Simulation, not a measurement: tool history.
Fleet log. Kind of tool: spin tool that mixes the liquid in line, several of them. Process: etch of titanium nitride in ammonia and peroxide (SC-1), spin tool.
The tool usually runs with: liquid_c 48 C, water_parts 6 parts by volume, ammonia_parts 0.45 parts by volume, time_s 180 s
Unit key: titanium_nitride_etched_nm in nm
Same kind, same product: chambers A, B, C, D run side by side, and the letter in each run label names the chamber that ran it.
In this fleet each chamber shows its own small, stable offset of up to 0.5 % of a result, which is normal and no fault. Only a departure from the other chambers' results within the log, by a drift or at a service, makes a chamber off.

run,hour,liquid_c,water_parts,ammonia_parts,time_s,hours since the thermometer was replaced,hours since the ammonia flow meter was replaced,hours since the heated supply line was repaired,hours since the drum of ammonia solution was connected,"read-back film thickness of the titanium nitride reference wafer, read on the same gauge (nm)",titanium_nitride_etched_nm
# hour 7.5: chamber C: ammonia flow meter replaced
1A,10.3,48,6,0.45,180,96.2,256.5,1291.5,512,39.997,10.145
2C,18.9,48,6,0.45,180,467.2,11.4,470,401.7,39.976,10.102
3B,25.5,48,6,0.45,180,276,1413.9,831.5,189.8,39.993,10.003
4D,34.4,48,6,0.45,180,192.4,205.6,341.2,271.9,40.003,10.123
5B,42.7,48,6,0.45,180,293.2,1431.1,848.7,207,39.985,10.116
6C,48.2,48,6,0.45,180,496.5,40.7,499.3,431,39.992,10.125
7A,57.2,48,6,0.5,240,143.1,303.4,1338.4,558.9,40.003,14.006
8D,67.3,48,6,0.5,240,225.3,238.5,374.1,304.8,39.994,13.868
9B,72.6,48,6,0.5,240,323.1,1461,878.6,236.9,40.014,13.519
10A,80.1,48,6,0.5,240,166,326.3,1361.3,581.8,39.987,13.583
11D,88.8,48,6,0.45,180,246.8,260,395.6,326.3,40.03,10.172
12C,94.9,48,6,0.45,180,543.2,87.4,546,477.7,40.001,10.263
13D,102.6,48,6,0.45,180,260.6,273.8,409.4,340.1,39.964,10.539
14A,111,39,6,0.45,275,196.9,357.2,1392.2,612.7,39.987,7.9474
15B,120.7,39,6,0.45,275,371.2,1509.1,926.7,285,40.027,7.9566
16C,128.5,39,6,0.45,275,576.8,121,579.6,511.3,40.003,8.1547
17C,137.8,39,6,0.45,275,586.1,130.3,588.9,520.6,40.011,8.1168
18A,142.8,48,6,0.45,180,228.7,389,1424,644.5,39.989,10.034
19D,152.7,48,6,0.45,180,310.7,323.9,459.5,390.2,40.009,10.663
20B,161.7,48,6,0.45,180,412.2,1550.1,967.7,326,39.981,9.9979
21C,171,48,9,0.45,180,619.3,163.5,622.1,553.8,39.993,8.2916
22B,177.5,48,9,0.45,180,428,1565.9,983.5,341.8,40.019,8.2002
23D,184,48,9,0.45,180,342,355.2,490.8,421.5,39.999,8.9413
24A,192.3,48,9,0.45,180,278.2,438.5,1473.5,694,40.009,8.3142
25B,200.2,55,6,0.25,180,450.7,1588.6,1006.2,364.5,39.993,14.86
26D,206.5,55,6,0.25,180,364.5,377.7,513.3,444,39.986,15.81
# hour 206.7: chamber A: new drum of ammonia solution connected
27A,216.1,55,6,0.25,180,302,462.3,1497.3,9.5,39.996,14.671
28C,223.4,55,6,0.25,180,671.7,215.9,674.5,606.2,40.003,15.133
29C,230.3,48,6,0.45,180,678.6,222.8,681.4,613.1,40.025,10.168

What goes on in this fleet: one chamber off, a drifting gauge, or nothing beyond the chambers' own small offsets? Name the chamber and the cause, if any.

Little by little, chamber D moves away from the other chambers.
Likeliest cause: liquid hotter than its thermometer reads (K) = 1.28.

Here are 4 candidates for chamber D's next run, each the usual settings with a change, their results left as question marks. Which one brings its results back in line with what the others give on the usual settings?
A result is in line if it is within this distance of the other chambers' mean on the usual settings: titanium_nitride_etched_nm 0.32 nm
30D-1,238.4,46.5,6,0.45,170,,,,,,?
30D-2,238.4,48,6,0.45,195,,,,,,?
30D-3,238.4,50.5,6,0.45,180,,,,,,?
30D-4,238.4,48,6,0.45,165,,,,,,?

Average result of the remaining chambers running the usual settings: titanium_nitride_etched_nm 10.154 nm
run,titanium_nitride_etched_nm
30D-1,9.4346
30D-2,12.034
30D-3,13.233
30D-4,10.183
Change 30D-4 lands the chamber within the allowed miss of the other chambers.
